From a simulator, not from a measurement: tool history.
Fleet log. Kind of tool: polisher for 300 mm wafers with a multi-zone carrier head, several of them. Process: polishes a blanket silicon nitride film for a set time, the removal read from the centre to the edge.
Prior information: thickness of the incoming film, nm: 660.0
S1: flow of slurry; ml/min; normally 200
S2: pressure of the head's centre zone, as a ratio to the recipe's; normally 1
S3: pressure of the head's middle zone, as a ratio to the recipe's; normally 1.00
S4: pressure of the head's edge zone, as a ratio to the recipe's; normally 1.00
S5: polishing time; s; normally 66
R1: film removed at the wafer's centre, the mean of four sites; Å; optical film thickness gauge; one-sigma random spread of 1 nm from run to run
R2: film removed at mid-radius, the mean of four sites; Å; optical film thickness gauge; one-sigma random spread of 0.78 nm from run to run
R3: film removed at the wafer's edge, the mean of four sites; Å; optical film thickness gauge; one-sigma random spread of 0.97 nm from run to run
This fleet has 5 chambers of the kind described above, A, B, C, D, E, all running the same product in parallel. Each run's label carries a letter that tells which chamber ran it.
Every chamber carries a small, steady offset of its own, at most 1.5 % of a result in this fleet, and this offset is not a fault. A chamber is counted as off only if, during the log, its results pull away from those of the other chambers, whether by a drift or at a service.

run   hour   S1  S2    S3    S4  S5       R1       R2       R3
 1A    6.8  200   1  1.00  1.00  66  1049.50  1029.70  1011.20
      15.5  -- chamber E: worn pad replaced by a new one
 2E   17.3  200   1  1.00  1.00  66  1039.60  1024.10  1015.90
      26.8  -- chamber C: worn pad replaced by a new one
 3C   28.2  200   1  1.00  1.00  66  1023.00  1039.40  1007.70
      35.1  -- chamber D: worn pad replaced by a new one
 4D   39.3  200   1  1.00  1.00  66  1025.90  1031.60  1032.80
      41.8  -- chamber A: worn pad replaced by a new one
 5B   47.7  200   1  1.00  1.00  66  1034.70  1007.80  1040.80
      52.1  -- chamber D: edge zone pressure recalibrated
      57.9  -- chamber B: worn pad replaced by a new one
 6E   58.6  200   1  1.00  1.00  66  1006.10  1027.50  1018.00
 7D   69.5  200   1  1.00  1.00  66  1020.30  1012.50  1022.50
 8C   81.4  200   1  1.00  1.00  66  1039.60  1024.90  1007.80
 9A   95.3  200   1  1.00  1.09  47   734.70   722.68   757.59
      96.1  -- chamber E: centre zone pressure recalibrated
     100.5  -- chamber E: worn pad replaced by a new one
     102.4  -- chamber C: worn pad replaced by a new one
10B  104.2  200   1  1.00  1.09  47   739.13   724.64   763.65
     109.4  -- chamber D: slurry nozzle cleaned
     111.2  -- chamber B: centre zone pressure recalibrated
11D  111.6  200   1  1.00  1.09  47   732.68   730.24   762.12
12A  123.7  200   1  1.00  1.09  47   715.58   724.69   753.47
     131.3  -- chamber B: worn pad replaced by a new one
13C  133.4  200   1  1.00  1.09  47   735.53   730.74   759.68
     139.8  -- chamber D: worn pad replaced by a new one
14B  144.2  200   1  1.00  1.00  66  1005.40   995.70  1018.50
     145.3  -- chamber A: worn pad replaced by a new one
     147.2  -- chamber B: slurry nozzle cleaned
15E  150.9  200   1  1.00  1.00  66  1032.00  1015.00  1042.40
     161.6  -- chamber C: centre zone pressure recalibrated
16D  162.7  200   1  1.00  1.00  66  1032.70  1022.20  1032.20
17E  173.6  200   1  1.00  1.00  66  1009.40  1021.70  1043.20
     173.9  -- chamber E: worn pad replaced by a new one
     179.1  -- chamber C: worn pad replaced by a new one
18C  186.4  200   1  1.00  1.00  66  1014.60  1025.10  1016.60
19A  194.5  200   1  1.00  1.10  66   967.10   990.38  1021.70
20B  203.8  200   1  1.00  1.10  66  1020.50  1031.30  1068.30
     205.6  -- chamber B: worn pad replaced by a new one
21D  211.4  200   1  1.00  1.10  66  1038.80  1023.00  1080.80
22A  218.9  200   1  1.00  1.10  66   985.34   980.81  1056.10
23C  226.5  200   1  1.00  1.10  66  1043.40  1028.90  1052.00
     234.5  -- chamber A: worn pad replaced by a new one
24E  236.0  200   1  1.00  1.00  66  1020.00  1032.70  1029.40
     236.1  -- chamber A: edge zone pressure recalibrated
25B  249.7  200   1  1.00  1.00  66  1010.90  1013.80  1041.50
     254.6  -- chamber D: worn pad replaced by a new one
26E  257.2  200   1  1.00  1.00  66  1023.10  1021.10  1051.40
     257.9  -- chamber C: worn pad replaced by a new one
27A  272.0  200   1  0.95  1.00  66   957.33   936.57   971.08
     276.8  -- chamber B: worn pad replaced by a new one
28D  284.3  200   1  0.95  1.00  66  1030.60   983.52  1027.40
29C  296.9  200   1  0.95  1.00  66  1027.40   967.71  1009.90
30B  308.8  200   1  0.95  1.00  66  1018.00   966.35  1038.70
31C  319.7  200   1  0.95  1.00  66  1043.40   989.95  1026.70
32D  328.8  200   1  1.00  1.00  66  1030.50  1035.70  1013.20

All 5 chambers run these settings next. Forecast each chamber's results:
33A  339.6  200   1  1.00  1.00  66   ?   ?   ?
33B  339.6  200   1  1.00  1.00  66   ?   ?   ?
33C  339.6  200   1  1.00  1.00  66   ?   ?   ?
33D  339.6  200   1  1.00  1.00  66   ?   ?   ?
33E  339.6  200   1  1.00  1.00  66   ?   ?   ?

run       R1       R2       R3
33A   933.04   948.53   958.42
33B  1018.10  1023.80  1005.70
33C  1006.60  1036.90  1014.80
33D  1020.80  1023.00  1029.50
33E  1009.70  1017.80  1031.60
